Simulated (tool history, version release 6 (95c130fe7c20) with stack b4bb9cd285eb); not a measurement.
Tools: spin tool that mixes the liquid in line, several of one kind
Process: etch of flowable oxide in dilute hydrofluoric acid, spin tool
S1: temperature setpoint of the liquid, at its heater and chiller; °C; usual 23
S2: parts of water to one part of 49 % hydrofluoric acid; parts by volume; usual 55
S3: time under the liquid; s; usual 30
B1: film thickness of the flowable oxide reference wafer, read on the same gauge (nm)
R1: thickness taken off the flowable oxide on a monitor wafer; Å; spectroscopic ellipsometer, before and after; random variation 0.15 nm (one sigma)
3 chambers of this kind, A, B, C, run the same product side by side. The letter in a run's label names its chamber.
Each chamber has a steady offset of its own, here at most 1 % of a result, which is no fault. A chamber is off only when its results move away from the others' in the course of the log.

run  hour    S1  S2  S3      B1      R1
 1C   3.5    23  55  30  80.025  190.99
 2B   6.1    23  55  30  80.009  192.82
 3A   8.3    23  55  30  80.014  192.53
 4B  11.5    23  55  30      80  192.77
 5A  15.6    23  55  30   80.02  192.45
 6C  17.5    23  55  30  79.963  192.29
 7A  20.5    23  55  30  79.985  195.44
 8B  23.9    23  55  30  80.016  196.46
 9C  27.6    23  30  30  80.003  365.62
10C  31.6    23  30  30  79.977  358.73
11B  35.2    23  30  30  80.014  360.06
12A    38  24.5  55  50  80.002  338.77
13B  42.1  24.5  55  50  80.033  342.01
14C  44.4  24.5  55  50  80.033  342.39
15A  46.4    23  55  30  80.017  196.36
16B  48.4    23  55  30  79.997  190.21
17C  51.3    23  55  30  79.987  191.95
18A  54.9    23  55  30  79.994  194.23
19C  57.4  25.5  55  35  79.991  246.25
20B  61.2  25.5  55  35  79.977  252.84
21A    64  25.5  55  35  79.995  249.24
22C  67.1    23  55  30  79.998  192.19
23A  69.4    23  55  30   79.98  191.59
24B  73.4    23  55  30  79.992  194.21
25B    77    23  55  30  79.977  195.34
26A  79.6    23  55  30  79.976  190.49
27C  81.6  19.5  30  30  80.013  312.69
28A    84  19.5  30  30  79.997  322.12
29C  86.5  19.5  30  30  80.016  309.93
     86.7  -- chamber A: thermometer replaced
30B  88.6    23  55  30   80.01  193.15
31B  92.2    23  55  30  79.983  193.88
32C  94.6    23  55  30  79.995  193.44
33A  97.6    23  55  30   79.98  195.88
34A   100    23  55  30  80.002  193.57

Next, every chamber runs the same settings. What will each give?
35A  103.1  23  55  30       ?
35B  103.1  23  55  30       ?
35C  103.1  23  55  30       ?

run      R1
35A  190.18
35B  190.01
35C  191.66

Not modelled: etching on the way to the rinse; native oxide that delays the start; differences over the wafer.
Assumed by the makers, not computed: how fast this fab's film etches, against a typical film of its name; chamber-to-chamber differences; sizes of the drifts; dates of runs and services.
